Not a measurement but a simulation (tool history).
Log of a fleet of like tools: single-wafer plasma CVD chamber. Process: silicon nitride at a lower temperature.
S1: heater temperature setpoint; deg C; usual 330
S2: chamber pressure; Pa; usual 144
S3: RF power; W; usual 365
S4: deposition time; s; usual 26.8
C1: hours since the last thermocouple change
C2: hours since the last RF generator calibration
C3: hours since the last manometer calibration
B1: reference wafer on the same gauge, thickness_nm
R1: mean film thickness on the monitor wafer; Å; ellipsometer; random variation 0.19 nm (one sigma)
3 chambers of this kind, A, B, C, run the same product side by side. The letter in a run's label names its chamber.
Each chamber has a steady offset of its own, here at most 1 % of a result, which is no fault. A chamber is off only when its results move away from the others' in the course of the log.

run   hour   S1   S2   S3    S4      C1      C2      C3      B1      R1
 1A    7.0  330  144  365  26.8   241.2  1630.3  2061.6  36.085  323.36
 2C   14.2  330  144  365  26.8   344.7    39.5  1116.1  36.116  324.39
 3B   19.9  330  144  365  26.8  1834.8   347.7   157.5  36.105  323.12
 4C   27.4  330  144  365  26.8   357.9    52.7  1129.3  36.104  322.35
 5B   32.8  330  144  365  26.8  1847.7   360.6   170.4  36.113  320.89
 6A   40.2  330  144  365  26.8   274.4  1663.5  2094.8  36.110  319.10
 7B   44.9  330  144  365  26.8  1859.8   372.7   182.5  36.115  323.28
 8C   51.2  330  144  365  26.8   381.7    76.5  1153.1  36.092  325.65
 9A   58.4  330  144  365  26.8   292.6  1681.7  2113.0  36.050  320.83
10C   64.2  342  144  365  21.9   394.7    89.5  1166.1  36.133  262.51
11B   69.8  342  144  365  21.9  1884.7   397.6   207.4  36.056  260.92
12A   76.8  342  144  365  21.9   311.0  1700.1  2131.4  36.122  257.62
13C   82.2  343  144  365  26.8   412.7   107.5  1184.1  36.120  323.19
14B   86.5  343  144  365  26.8  1901.4   414.3   224.1  36.165  320.45
15A   92.6  343  144  365  26.8   326.8  1715.9  2147.2  36.146  316.08
16C   99.6  330  144  365  26.8   430.1   124.9  1201.5  36.088  324.71
17B  106.0  330  144  365  26.8  1920.9   433.8   243.6  36.167  323.29
18A  113.0  330  144  365  26.8   347.2  1736.3  2167.6  36.102  316.12
19B  119.6  330  144  365  26.8  1934.5   447.4   257.2  36.111  326.40
20A  123.7  330  144  365  26.8   357.9  1747.0  2178.3  36.152  314.40
21C  128.3  330  144  365  26.8   458.8   153.6  1230.2  36.057  325.93
22A  135.3  330  144  365  26.8   369.5  1758.6  2189.9  36.114  312.89
23B  141.3  341  144  365  26.8  1956.2   469.1   278.9  36.128  319.02
24C  144.8  341  144  365  26.8   475.3   170.1  1246.7  36.104  322.16
25B  151.6  341  144  365  26.8  1966.5   479.4   289.2  36.127  323.40
26A  156.1  330  144  365  26.8   390.3  1779.4  2210.7  36.083  312.77
27C  163.1  330  144  365  26.8   493.6   188.4  1265.0  36.060  322.24
28B  167.0  330  144  365  26.8  1981.9   494.8   304.6  36.082  321.74
29C  172.5  330  144  365  26.8   503.0   197.8  1274.4  36.082  324.80
30A  178.2  330  144  365  26.8   412.4  1801.5  2232.8  36.075  309.81
31C  185.5  330  144  420  29.4   516.0   210.8  1287.4  36.109  389.98
32A  191.9  330  144  420  29.4   426.1  1815.2  2246.5  36.116  370.34
33B  196.3  330  144  420  29.4  2011.2   524.1   333.9  36.102  389.99
34B  203.1  330  144  365  26.8  2018.0   530.9   340.7  36.074  319.94

Is one chamber off against the others, does the gauge drift, or is nothing wrong? If a chamber is off, say which, and what the likeliest cause is.

Chamber A drifts away from the others.
Cause: delivered RF power below the setpoint (%) = 6.76.

Here are 4 candidates for chamber A's next run, each the usual settings with a change, their results left as question marks. Which one brings its results back in line with what the others give on the usual settings?
In line means no further than this from the other chambers' mean on the usual settings: R1 6.50 Å
35A-1  208.5  330  147  365  27.9                   ?
35A-2  208.5  330  157  410  26.8                   ?
35A-3  208.5  330  144  355  25.9                   ?
35A-4  208.5  331  103  365  26.8                   ?

The other chambers' mean on the usual settings: R1 323.26 Å
  run      R1
35A-1  323.00
35A-2  341.58
35A-3  292.92
35A-4  277.53
35A-1 brings the chamber back in line.
